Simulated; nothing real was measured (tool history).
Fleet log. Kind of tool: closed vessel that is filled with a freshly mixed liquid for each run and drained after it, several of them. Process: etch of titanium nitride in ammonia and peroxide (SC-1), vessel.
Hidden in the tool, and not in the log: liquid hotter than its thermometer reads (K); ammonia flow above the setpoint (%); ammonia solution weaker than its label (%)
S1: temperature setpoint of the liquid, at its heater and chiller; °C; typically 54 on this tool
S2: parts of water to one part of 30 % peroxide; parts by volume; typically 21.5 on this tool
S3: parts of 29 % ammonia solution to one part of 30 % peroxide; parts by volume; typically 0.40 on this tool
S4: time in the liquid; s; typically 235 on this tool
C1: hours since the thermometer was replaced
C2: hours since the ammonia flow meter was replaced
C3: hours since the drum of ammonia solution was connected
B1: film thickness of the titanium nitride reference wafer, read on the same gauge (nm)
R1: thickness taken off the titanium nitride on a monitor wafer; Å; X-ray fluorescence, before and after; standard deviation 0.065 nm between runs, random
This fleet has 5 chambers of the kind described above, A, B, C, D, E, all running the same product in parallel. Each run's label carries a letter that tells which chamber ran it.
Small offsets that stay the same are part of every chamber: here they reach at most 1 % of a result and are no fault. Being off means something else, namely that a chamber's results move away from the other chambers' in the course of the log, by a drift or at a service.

Run 1D, hour 6.5: usual settings; C1 1997.9; C2 915.3; C3 147.0; B1 89.995. Result: R1 95.457 Å.
Run 2B, hour 14.4: usual settings; C1 363.7; C2 388.9; C3 352.6; B1 90.012. Result: R1 95.248 Å.
Run 3A, hour 22.7: usual settings; C1 168.5; C2 1043.4; C3 156.8; B1 90.001. Result: R1 96.626 Å.
Run 4C, hour 28.6: usual settings; C1 1718.8; C2 1651.3; C3 659.5; B1 90.003. Result: R1 95.872 Å.
Run 5E, hour 34.1: usual settings; C1 1165.3; C2 61.7; C3 356.1; B1 89.996. Result: R1 95.260 Å.
Run 6C, hour 45.9: usual settings; C1 1736.1; C2 1668.6; C3 676.8; B1 89.996. Result: R1 95.467 Å.
Run 7D, hour 58.2: usual settings but S3 0.50 parts by volume; C1 2049.6; C2 967.0; C3 198.7; B1 90.016. Result: R1 100.800 Å.
At hour 59.9: chamber B: new drum of ammonia solution connected.
Run 8A, hour 67.8: usual settings but S3 0.50 parts by volume; C1 213.6; C2 1088.5; C3 201.9; B1 89.983. Result: R1 100.170 Å.
Run 9B, hour 79.8: usual settings but S3 0.50 parts by volume; C1 429.1; C2 454.3; C3 20.0; B1 90.000. Result: R1 99.796 Å.
Run 10E, hour 86.8: usual settings but S3 0.50 parts by volume; C1 1218.0; C2 114.4; C3 408.8; B1 89.988. Result: R1 98.885 Å.
Run 11E, hour 94.6: usual settings but S3 0.50 parts by volume; C1 1225.8; C2 122.2; C3 416.6; B1 90.006. Result: R1 98.438 Å.
Run 12C, hour 101.3: usual settings; C1 1791.5; C2 1724.0; C3 732.2; B1 90.022. Result: R1 95.380 Å.
Run 13D, hour 113.1: usual settings; C1 2104.5; C2 1021.9; C3 253.6; B1 89.998. Result: R1 96.817 Å.
Run 14B, hour 124.2: usual settings; C1 473.5; C2 498.7; C3 64.4; B1 90.013. Result: R1 97.135 Å.
Run 15A, hour 133.7: usual settings; C1 279.5; C2 1154.4; C3 267.8; B1 90.009. Result: R1 96.034 Å.
Run 16B, hour 141.0: usual settings; C1 490.3; C2 515.5; C3 81.2; B1 89.995. Result: R1 97.222 Å.
Run 17D, hour 149.8: usual settings; C1 2141.2; C2 1058.6; C3 290.3; B1 90.011. Result: R1 95.293 Å.
Run 18C, hour 155.7: usual settings but S3 0.45 parts by volume; C1 1845.9; C2 1778.4; C3 786.6; B1 89.986. Result: R1 98.076 Å.
Run 19E, hour 161.9: usual settings but S3 0.45 parts by volume; C1 1293.1; C2 189.5; C3 483.9; B1 89.982. Result: R1 97.110 Å.
Run 20A, hour 167.8: usual settings but S3 0.45 parts by volume; C1 313.6; C2 1188.5; C3 301.9; B1 90.005. Result: R1 98.350 Å.
Run 21E, hour 180.1: usual settings but S3 0.45 parts by volume; C1 1311.3; C2 207.7; C3 502.1; B1 89.988. Result: R1 96.793 Å.
Run 22C, hour 190.4: usual settings but S3 0.45 parts by volume; C1 1880.6; C2 1813.1; C3 821.3; B1 90.001. Result: R1 98.134 Å.
Run 23D, hour 198.4: usual settings but S3 0.25 parts by volume; C1 2189.8; C2 1107.2; C3 338.9; B1 90.019. Result: R1 87.827 Å.
Run 24A, hour 207.1: usual settings but S3 0.25 parts by volume; C1 352.9; C2 1227.8; C3 341.2; B1 90.012. Result: R1 87.571 Å.
Run 25B, hour 213.2: usual settings but S3 0.25 parts by volume; C1 562.5; C2 587.7; C3 153.4; B1 90.004. Result: R1 88.657 Å.
Run 26B, hour 218.9: usual settings but S3 0.25 parts by volume; C1 568.2; C2 593.4; C3 159.1; B1 89.997. Result: R1 88.771 Å.
Run 27D, hour 228.9: usual settings but S3 0.25 parts by volume; C1 2220.3; C2 1137.7; C3 369.4; B1 90.017. Result: R1 87.047 Å.
Run 28E, hour 234.5: usual settings but S2 25.5 parts by volume; C1 1365.7; C2 262.1; C3 556.5; B1 90.024. Result: R1 86.644 Å.
Run 29C, hour 241.3: usual settings but S2 25.5 parts by volume; C1 1931.5; C2 1864.0; C3 872.2; B1 89.990. Result: R1 86.950 Å.
Run 30A, hour 247.2: usual settings but S2 25.5 parts by volume; C1 393.0; C2 1267.9; C3 381.3; B1 89.997. Result: R1 87.642 Å.
Run 31C, hour 259.1: usual settings but S2 25.5 parts by volume; C1 1949.3; C2 1881.8; C3 890.0; B1 90.009. Result: R1 88.665 Å.
Run 32A, hour 264.6: usual settings but S2 25.5 parts by volume; C1 410.4; C2 1285.3; C3 398.7; B1 90.003. Result: R1 87.221 Å.
Run 33D, hour 270.5: usual settings; C1 2261.9; C2 1179.3; C3 411.0; B1 90.006. Result: R1 96.568 Å.
Run 34E, hour 281.8: usual settings; C1 1413.0; C2 309.4; C3 603.8; B1 90.017. Result: R1 95.972 Å.

One chamber off, gauge drift, or nothing amiss beyond the chambers' own small offsets? If it is a chamber, which one, and what is the likeliest cause?

No chamber is off and the gauge is stable; the differences are just each chamber's small, constant offset.

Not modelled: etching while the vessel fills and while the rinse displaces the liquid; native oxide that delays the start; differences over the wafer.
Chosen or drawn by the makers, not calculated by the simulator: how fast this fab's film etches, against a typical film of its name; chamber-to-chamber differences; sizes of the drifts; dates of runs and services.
